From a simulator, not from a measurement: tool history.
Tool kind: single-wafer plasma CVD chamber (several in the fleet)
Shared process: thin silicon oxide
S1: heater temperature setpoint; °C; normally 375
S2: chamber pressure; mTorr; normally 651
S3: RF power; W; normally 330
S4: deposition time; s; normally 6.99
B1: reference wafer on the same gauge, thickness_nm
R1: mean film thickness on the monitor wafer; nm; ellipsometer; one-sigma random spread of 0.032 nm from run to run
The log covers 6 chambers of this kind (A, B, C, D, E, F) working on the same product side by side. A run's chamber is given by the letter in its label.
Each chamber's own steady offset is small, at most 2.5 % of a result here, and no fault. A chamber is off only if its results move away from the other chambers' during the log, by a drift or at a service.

run,day,S1,S2,S3,S4,B1,R1
1C,0.383,375,651,330,6.99,12.603,11.0270
2A,0.617,375,651,330,6.99,12.603,10.9260
3F,0.975,375,651,330,6.99,12.600,11.0010
4E,1.258,375,651,330,6.99,12.602,11.0760
5D,1.608,375,703,330,6.99,12.592,11.8900
6B,1.862,375,703,330,6.99,12.607,11.6910
7B,2.162,375,703,330,6.99,12.604,11.6860
8E,2.404,375,703,330,6.99,12.597,11.9340
9F,2.708,375,703,330,6.99,12.603,11.8690
10D,2.962,375,703,330,6.99,12.602,11.8790
11A,3.188,375,651,330,6.99,12.601,10.9400
12C,3.454,375,651,330,6.99,12.590,11.0260
13C,3.867,375,651,330,6.99,12.605,11.0130
# day 3.946: chamber E: RF generator calibrated
14A,4.121,375,651,330,6.99,12.603,10.9180
15E,4.533,375,651,330,6.99,12.590,11.0610
16B,4.879,375,651,330,6.99,12.597,10.7810
17D,5.138,375,651,330,6.99,12.602,10.9620
18F,5.512,375,651,330,6.99,12.597,11.0170
19C,5.829,375,651,330,6.99,12.602,11.0170
20F,6.208,375,651,330,6.99,12.605,11.0010
21D,6.450,375,651,330,6.99,12.612,10.9560
22A,6.767,375,651,330,6.99,12.603,10.9520
23B,7.071,375,651,330,6.99,12.605,10.7590
24E,7.421,375,651,330,6.99,12.605,11.0470
25A,7.842,375,651,330,6.99,12.594,10.8600
26D,8.100,375,651,330,6.99,12.613,10.9590
27C,8.325,375,651,330,6.99,12.599,11.2050
28F,8.629,375,651,330,6.99,12.595,10.9700
29B,9.058,375,651,330,6.99,12.601,10.7740
30E,9.467,362,536,330,6.99,12.590,9.1128
31A,9.833,362,536,330,6.99,12.599,8.8871
32C,10.171,362,536,330,6.99,12.600,9.2777
33E,10.529,362,536,330,6.99,12.608,9.0440
34F,10.788,362,536,330,6.99,12.608,9.0086
35D,11.033,362,536,330,6.99,12.597,8.9051
36B,11.425,375,561,365,6.99,12.599,9.4883
37F,11.796,375,561,365,6.99,12.605,9.7603
38C,12.179,375,561,365,6.99,12.608,10.0750
39B,12.396,375,561,365,6.99,12.596,9.5190
40E,12.804,375,561,365,6.99,12.604,9.8276
41A,13.158,375,561,365,6.99,12.598,9.6569
42D,13.575,375,651,330,6.99,12.600,10.9660
43F,13.846,375,651,330,6.99,12.604,11.0340

One chamber off, gauge drift, or nothing amiss beyond the chambers' own small offsets? If it is a chamber, which one, and what is the likeliest cause?

It is chamber C that slowly wanders off from its peers.
What lies behind it: true pressure above the setpoint (%) = 3.55.

Here are 4 candidates for chamber C's next run, each the usual settings with a change, their results left as question marks. Which one brings its results back in line with what the others give on the usual settings?
In-line tolerance around the mean of the other chambers on the usual settings: R1 0.1100 nm
44C-1,14.158,375,634,330,6.88,,?
44C-2,14.158,375,667,330,7.10,,?
44C-3,14.158,375,651,340,7.60,,?
44C-4,14.158,375,594,330,6.99,,?

Mean of the other chambers on the usual settings: R1 10.9370 nm
run,R1
44C-1,10.9270
44C-2,11.8920
44C-3,12.5560
44C-4,10.3620
It is 44C-1 that realigns the chamber with its peers.

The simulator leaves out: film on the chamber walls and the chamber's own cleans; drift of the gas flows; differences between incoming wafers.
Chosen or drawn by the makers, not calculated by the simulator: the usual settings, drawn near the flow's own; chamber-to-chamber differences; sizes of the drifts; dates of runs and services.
